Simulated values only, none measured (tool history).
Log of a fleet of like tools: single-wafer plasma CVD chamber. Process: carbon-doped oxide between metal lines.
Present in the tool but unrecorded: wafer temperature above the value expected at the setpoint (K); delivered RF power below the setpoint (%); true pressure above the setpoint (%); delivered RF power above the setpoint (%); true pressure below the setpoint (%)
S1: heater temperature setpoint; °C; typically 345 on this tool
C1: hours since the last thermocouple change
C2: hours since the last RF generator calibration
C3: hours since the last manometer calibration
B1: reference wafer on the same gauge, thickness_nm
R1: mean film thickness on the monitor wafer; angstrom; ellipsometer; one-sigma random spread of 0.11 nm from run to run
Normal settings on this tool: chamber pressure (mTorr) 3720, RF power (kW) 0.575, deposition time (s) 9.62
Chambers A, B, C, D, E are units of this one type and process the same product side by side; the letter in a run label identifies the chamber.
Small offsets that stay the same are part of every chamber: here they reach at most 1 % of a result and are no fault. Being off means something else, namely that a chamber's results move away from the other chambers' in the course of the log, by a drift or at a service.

run 1D hour=8.2 | S1=345 chamber_pressure_(mTorr)=3720 RF_power_(kW)=0.575 deposition_time_(s)=9.62 | C1=224.9 C2=927.1 C3=917.2 | B1=62.803 | R1=537.91
run 2A hour=15.5 | S1=345 chamber_pressure_(mTorr)=3720 RF_power_(kW)=0.575 deposition_time_(s)=9.62 | C1=537.5 C2=742.9 C3=1269.0 | B1=62.794 | R1=533.49
run 3E hour=21.9 | S1=345 chamber_pressure_(mTorr)=3720 RF_power_(kW)=0.575 deposition_time_(s)=9.62 | C1=2924.4 C2=419.3 C3=151.7 | B1=62.812 | R1=526.76
run 4C hour=31.9 | S1=345 chamber_pressure_(mTorr)=3720 RF_power_(kW)=0.575 deposition_time_(s)=9.62 | C1=1051.4 C2=603.7 C3=766.0 | B1=62.795 | R1=525.81
run 5B hour=37.0 | S1=338 chamber_pressure_(mTorr)=3720 RF_power_(kW)=0.515 deposition_time_(s)=9.62 | C1=2073.2 C2=848.0 C3=1274.0 | B1=62.782 | R1=509.59
run 6A hour=42.0 | S1=338 chamber_pressure_(mTorr)=3720 RF_power_(kW)=0.515 deposition_time_(s)=9.62 | C1=564.0 C2=769.4 C3=1295.5 | B1=62.833 | R1=510.06
run 7C hour=48.7 | S1=338 chamber_pressure_(mTorr)=3720 RF_power_(kW)=0.515 deposition_time_(s)=9.62 | C1=1068.2 C2=620.5 C3=782.8 | B1=62.781 | R1=503.20
run 8D hour=54.4 | S1=338 chamber_pressure_(mTorr)=3720 RF_power_(kW)=0.515 deposition_time_(s)=9.62 | C1=271.1 C2=973.3 C3=963.4 | B1=62.844 | R1=511.06
run 9E hour=64.4 | S1=338 chamber_pressure_(mTorr)=3720 RF_power_(kW)=0.515 deposition_time_(s)=9.62 | C1=2966.9 C2=461.8 C3=194.2 | B1=62.800 | R1=506.69
run 10B hour=72.1 | S1=345 chamber_pressure_(mTorr)=3720 RF_power_(kW)=0.575 deposition_time_(s)=9.62 | C1=2108.3 C2=883.1 C3=1309.1 | B1=62.758 | R1=534.30
run 11C hour=80.6 | S1=345 chamber_pressure_(mTorr)=3720 RF_power_(kW)=0.575 deposition_time_(s)=9.62 | C1=1100.1 C2=652.4 C3=814.7 | B1=62.807 | R1=525.17
run 12B hour=88.7 | S1=345 chamber_pressure_(mTorr)=3720 RF_power_(kW)=0.575 deposition_time_(s)=9.62 | C1=2124.9 C2=899.7 C3=1325.7 | B1=62.774 | R1=535.10
run 13E hour=93.9 | S1=345 chamber_pressure_(mTorr)=3720 RF_power_(kW)=0.575 deposition_time_(s)=9.62 | C1=2996.4 C2=491.3 C3=223.7 | B1=62.816 | R1=530.00
run 14D hour=104.8 | S1=345 chamber_pressure_(mTorr)=3720 RF_power_(kW)=0.575 deposition_time_(s)=9.62 | C1=321.5 C2=1023.7 C3=1013.8 | B1=62.814 | R1=534.77
-- hour=109.3 chamber E: thermocouple changed; heater temperature recalibrated
run 15A hour=113.2 | S1=345 chamber_pressure_(mTorr)=3250 RF_power_(kW)=0.575 deposition_time_(s)=9.62 | C1=635.2 C2=840.6 C3=1366.7 | B1=62.773 | R1=526.88
run 16E hour=123.6 | S1=345 chamber_pressure_(mTorr)=3250 RF_power_(kW)=0.575 deposition_time_(s)=9.62 | C1=14.4 C2=521.0 C3=253.4 | B1=62.809 | R1=521.17
run 17C hour=130.2 | S1=345 chamber_pressure_(mTorr)=3250 RF_power_(kW)=0.575 deposition_time_(s)=9.62 | C1=1149.7 C2=702.0 C3=864.3 | B1=62.807 | R1=516.30
run 18A hour=136.5 | S1=345 chamber_pressure_(mTorr)=3250 RF_power_(kW)=0.575 deposition_time_(s)=9.62 | C1=658.5 C2=863.9 C3=1390.0 | B1=62.818 | R1=526.93
run 19B hour=147.5 | S1=345 chamber_pressure_(mTorr)=3250 RF_power_(kW)=0.575 deposition_time_(s)=9.62 | C1=2183.7 C2=958.5 C3=1384.5 | B1=62.755 | R1=526.33
run 20D hour=156.7 | S1=345 chamber_pressure_(mTorr)=3720 RF_power_(kW)=0.575 deposition_time_(s)=9.62 | C1=373.4 C2=1075.6 C3=1065.7 | B1=62.786 | R1=536.47
run 21A hour=167.9 | S1=345 chamber_pressure_(mTorr)=3720 RF_power_(kW)=0.575 deposition_time_(s)=9.62 | C1=689.9 C2=895.3 C3=1421.4 | B1=62.786 | R1=535.67
run 22B hour=173.4 | S1=345 chamber_pressure_(mTorr)=3720 RF_power_(kW)=0.575 deposition_time_(s)=9.62 | C1=2209.6 C2=984.4 C3=1410.4 | B1=62.815 | R1=533.66
run 23C hour=181.1 | S1=345 chamber_pressure_(mTorr)=3720 RF_power_(kW)=0.575 deposition_time_(s)=9.62 | C1=1200.6 C2=752.9 C3=915.2 | B1=62.796 | R1=519.61
-- hour=185.3 chamber A: capacitance manometer re-zeroed and calibrated
run 24E hour=188.2 | S1=345 chamber_pressure_(mTorr)=3720 RF_power_(kW)=0.575 deposition_time_(s)=9.62 | C1=79.0 C2=585.6 C3=318.0 | B1=62.804 | R1=526.67
run 25D hour=194.9 | S1=345 chamber_pressure_(mTorr)=3720 RF_power_(kW)=0.575 deposition_time_(s)=9.62 | C1=411.6 C2=1113.8 C3=1103.9 | B1=62.826 | R1=536.36
run 26B hour=203.4 | S1=345 chamber_pressure_(mTorr)=3720 RF_power_(kW)=0.575 deposition_time_(s)=9.62 | C1=2239.6 C2=1014.4 C3=1440.4 | B1=62.804 | R1=535.07
run 27D hour=213.8 | S1=345 chamber_pressure_(mTorr)=3720 RF_power_(kW)=0.575 deposition_time_(s)=9.62 | C1=430.5 C2=1132.7 C3=1122.8 | B1=62.772 | R1=535.28
run 28E hour=223.5 | S1=345 chamber_pressure_(mTorr)=4220 RF_power_(kW)=0.650 deposition_time_(s)=9.62 | C1=114.3 C2=620.9 C3=353.3 | B1=62.817 | R1=580.91
run 29C hour=232.7 | S1=345 chamber_pressure_(mTorr)=4220 RF_power_(kW)=0.650 deposition_time_(s)=9.62 | C1=1252.2 C2=804.5 C3=966.8 | B1=62.837 | R1=566.23
run 30A hour=243.7 | S1=345 chamber_pressure_(mTorr)=4220 RF_power_(kW)=0.650 deposition_time_(s)=9.62 | C1=765.7 C2=971.1 C3=58.4 | B1=62.823 | R1=584.47

What goes on in this fleet: one chamber off, a drifting gauge, or nothing beyond the chambers' own small offsets? Name the chamber and the cause, if any.

One chamber, C, drifts off from the rest bit by bit.
Most likely cause: delivered RF power below the setpoint (%) = 3.8.

Here are 4 candidates for chamber C's next run, each the usual settings with a change, their results left as question marks. Which one brings its results back in line with what the others give on the usual settings?
A result is in line if it is within this distance of the other chambers' mean on the usual settings: R1 4.30 angstrom
run 31C-1 hour=252.0 | S1=346 chamber_pressure_(mTorr)=3720 RF_power_(kW)=0.575 deposition_time_(s)=9.28 | R1=?
run 31C-2 hour=252.0 | S1=346 chamber_pressure_(mTorr)=3720 RF_power_(kW)=0.560 deposition_time_(s)=9.16 | R1=?
run 31C-3 hour=252.0 | S1=342 chamber_pressure_(mTorr)=3720 RF_power_(kW)=0.630 deposition_time_(s)=9.62 | R1=?
run 31C-4 hour=252.0 | S1=345 chamber_pressure_(mTorr)=3720 RF_power_(kW)=0.585 deposition_time_(s)=9.86 | R1=?

On the usual settings, the other chambers give on average: R1 533.59 angstrom
run=31C-1 R1=494.72
run=31C-2 R1=480.32
run=31C-3 R1=548.86
run=31C-4 R1=532.36
With 31C-4, the chamber falls back in line with the rest.
